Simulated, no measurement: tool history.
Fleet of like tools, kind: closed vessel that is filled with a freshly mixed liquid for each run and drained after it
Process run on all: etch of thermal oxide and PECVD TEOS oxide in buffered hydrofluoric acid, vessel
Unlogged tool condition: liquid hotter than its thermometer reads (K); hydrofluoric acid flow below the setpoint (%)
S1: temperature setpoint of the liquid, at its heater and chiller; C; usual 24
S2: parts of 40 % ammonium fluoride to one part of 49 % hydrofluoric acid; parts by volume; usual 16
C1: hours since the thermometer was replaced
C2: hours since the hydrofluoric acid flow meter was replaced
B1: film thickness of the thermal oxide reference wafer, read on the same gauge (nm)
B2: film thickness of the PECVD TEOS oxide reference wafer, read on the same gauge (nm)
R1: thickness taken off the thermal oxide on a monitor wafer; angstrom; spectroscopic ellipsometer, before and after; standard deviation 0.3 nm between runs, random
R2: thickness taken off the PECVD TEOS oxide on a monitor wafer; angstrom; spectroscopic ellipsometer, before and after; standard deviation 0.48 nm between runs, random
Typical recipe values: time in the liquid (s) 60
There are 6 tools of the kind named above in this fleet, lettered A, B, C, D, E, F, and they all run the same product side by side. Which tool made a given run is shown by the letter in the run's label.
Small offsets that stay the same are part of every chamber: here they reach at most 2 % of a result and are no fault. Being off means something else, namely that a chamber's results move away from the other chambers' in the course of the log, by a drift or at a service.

Run 1F, hour 7.8: usual settings; C1 1113.9; C2 997.8; B1 69.983; B2 49.978. Result: R1 448.23 angstrom, R2 477.07 angstrom.
Run 2C, hour 19.3: usual settings; C1 1294.2; C2 907.6; B1 69.982; B2 50.013. Result: R1 434.83 angstrom, R2 494.5 angstrom.
Run 3E, hour 28.4: usual settings; C1 159.1; C2 313.7; B1 70.001; B2 50. Result: R1 436.48 angstrom, R2 478.02 angstrom.
Run 4D, hour 35.4: usual settings; C1 1333.1; C2 586.5; B1 69.992; B2 50.001. Result: R1 443.86 angstrom, R2 491.4 angstrom.
Run 5A, hour 45.6: usual settings; C1 525.9; C2 315.7; B1 70.016; B2 50.068. Result: R1 435.68 angstrom, R2 472.69 angstrom.
Run 6B, hour 53.6: usual settings; C1 2114.6; C2 113.9; B1 70.028; B2 49.982. Result: R1 443.97 angstrom, R2 476.93 angstrom.
Run 7D, hour 62.1: usual settings; C1 1359.8; C2 613.2; B1 69.95; B2 50.006. Result: R1 438.56 angstrom, R2 488.29 angstrom.
At hour 72.2: chamber C: hydrofluoric acid flow meter replaced.
Run 8A, hour 74.6: usual settings; C1 554.9; C2 344.7; B1 69.995; B2 50.023. Result: R1 441.8 angstrom, R2 479.15 angstrom.
Run 9C, hour 84.8: usual settings; C1 1359.7; C2 12.7; B1 69.985; B2 50.017. Result: R1 437.44 angstrom, R2 484.89 angstrom.
Run 10B, hour 94.3: usual settings; C1 2155.3; C2 154.6; B1 69.968; B2 49.969. Result: R1 443.07 angstrom, R2 487.4 angstrom.
Run 11F, hour 104.5: usual settings; C1 1210.6; C2 1094.5; B1 69.984; B2 50.016. Result: R1 441.82 angstrom, R2 485.3 angstrom.
Run 12E, hour 113.4: usual settings; C1 244.1; C2 398.7; B1 69.964; B2 50.064. Result: R1 437.44 angstrom, R2 469.12 angstrom.
Run 13B, hour 122.5: usual settings but time in the liquid (s) 85; C1 2183.5; C2 182.8; B1 70.009; B2 50.021. Result: R1 619.87 angstrom, R2 701.33 angstrom.
At hour 136.6: chamber F: thermometer replaced.
Run 14A, hour 137.1: usual settings but time in the liquid (s) 85; C1 617.4; C2 407.2; B1 70.028; B2 49.998. Result: R1 622.18 angstrom, R2 670.26 angstrom.
Run 15C, hour 147.6: usual settings but time in the liquid (s) 85; C1 1422.5; C2 75.5; B1 70.045; B2 50.036. Result: R1 620.25 angstrom, R2 682.48 angstrom.
Run 16E, hour 156: usual settings but time in the liquid (s) 85; C1 286.7; C2 441.3; B1 69.978; B2 49.982. Result: R1 613.38 angstrom, R2 686.2 angstrom.
Run 17F, hour 165.3: usual settings but time in the liquid (s) 85; C1 28.7; C2 1155.3; B1 70.026; B2 49.97. Result: R1 623.93 angstrom, R2 687.58 angstrom.
Run 18D, hour 180.2: usual settings but time in the liquid (s) 85; C1 1477.9; C2 731.3; B1 70.008; B2 49.998. Result: R1 619.82 angstrom, R2 694.21 angstrom.
At hour 185.7: chamber A: hydrofluoric acid flow meter replaced.
Run 19D, hour 195: usual settings; C1 1492.7; C2 746.1; B1 70.039; B2 49.993. Result: R1 443.15 angstrom, R2 487.96 angstrom.
Run 20C, hour 206.3: usual settings; C1 1481.2; C2 134.2; B1 69.984; B2 50.032. Result: R1 437.56 angstrom, R2 488.92 angstrom.
Run 21A, hour 221.7: usual settings; C1 702; C2 36; B1 69.98; B2 49.995. Result: R1 435.09 angstrom, R2 475.14 angstrom.
Run 22E, hour 230.2: usual settings; C1 360.9; C2 515.5; B1 69.995; B2 50.007. Result: R1 436.15 angstrom, R2 487.88 angstrom.
Run 23B, hour 237.2: usual settings; C1 2298.2; C2 297.5; B1 69.978; B2 50.005. Result: R1 442 angstrom, R2 480.78 angstrom.
Run 24F, hour 249.9: usual settings; C1 113.3; C2 1239.9; B1 69.996; B2 50.004. Result: R1 442.3 angstrom, R2 484.21 angstrom.
Run 25A, hour 257.5: usual settings; C1 737.8; C2 71.8; B1 69.979; B2 49.989. Result: R1 439.4 angstrom, R2 461.83 angstrom.
Run 26B, hour 270.5: usual settings; C1 2331.5; C2 330.8; B1 69.979; B2 50.037. Result: R1 441.06 angstrom, R2 480.49 angstrom.
At hour 273.6: chamber B: thermometer replaced.
Run 27E, hour 281.7: usual settings; C1 412.4; C2 567; B1 70.005; B2 49.992. Result: R1 430.76 angstrom, R2 477.58 angstrom.
Run 28D, hour 294.5: usual settings; C1 1592.2; C2 845.6; B1 69.988; B2 49.985. Result: R1 438.82 angstrom, R2 481.49 angstrom.
Run 29F, hour 303.4: usual settings; C1 166.8; C2 1293.4; B1 70.024; B2 49.974. Result: R1 445.01 angstrom, R2 485.32 angstrom.
Run 30C, hour 311.9: usual settings; C1 1586.8; C2 239.8; B1 70.026; B2 50.035. Result: R1 437.15 angstrom, R2 480.76 angstrom.
Run 31C, hour 320.7: usual settings; C1 1595.6; C2 248.6; B1 69.966; B2 50.028. Result: R1 437.75 angstrom, R2 483.02 angstrom.
Run 32B, hour 329.2: usual settings; C1 55.6; C2 389.5; B1 70.031; B2 49.996. Result: R1 440.99 angstrom, R2 485.35 angstrom.
Run 33A, hour 343: usual settings; C1 823.3; C2 157.3; B1 69.97; B2 49.992. Result: R1 444.85 angstrom, R2 470.23 angstrom.
Run 34D, hour 353.5: usual settings but S1 26.5 C; C1 1651.2; C2 904.6; B1 69.998; B2 49.993. Result: R1 500.35 angstrom, R2 550.38 angstrom.
Run 35F, hour 363.2: usual settings but S1 26.5 C; C1 226.6; C2 1353.2; B1 70.011; B2 49.989. Result: R1 501.29 angstrom, R2 551.95 angstrom.
Run 36E, hour 371.7: usual settings but S1 26.5 C; C1 502.4; C2 657; B1 69.994; B2 50.027. Result: R1 493.12 angstrom, R2 545.55 angstrom.
Run 37F, hour 380.1: usual settings but S1 26.5 C; C1 243.5; C2 1370.1; B1 70.036; B2 50.004. Result: R1 505.6 angstrom, R2 553.72 angstrom.
Run 38B, hour 390.4: usual settings but S1 26.5 C; C1 116.8; C2 450.7; B1 69.989; B2 50.01. Result: R1 509.7 angstrom, R2 550.37 angstrom.
Run 39C, hour 402.6: usual settings but S1 26.5 C; C1 1677.5; C2 330.5; B1 69.998; B2 50.013. Result: R1 493.91 angstrom, R2 549.39 angstrom.
Run 40D, hour 416: usual settings; C1 1713.7; C2 967.1; B1 70.012; B2 49.983. Result: R1 444.69 angstrom, R2 495.84 angstrom.

All 6 chambers run these settings next. Forecast each chamber's results:
Run 41A, hour 427.4: usual settings. Result: R1 ?, R2 ?.
Run 41B, hour 427.4: usual settings. Result: R1 ?, R2 ?.
Run 41C, hour 427.4: usual settings. Result: R1 ?, R2 ?.
Run 41D, hour 427.4: usual settings. Result: R1 ?, R2 ?.
Run 41E, hour 427.4: usual settings. Result: R1 ?, R2 ?.
Run 41F, hour 427.4: usual settings. Result: R1 ?, R2 ?.

run      R1      R2
41A  438.38  476.63
41B   445.1  481.77
41C  434.46  488.81
41D  437.58  486.29
41E  433.17  483.67
41F  441.52  479.77
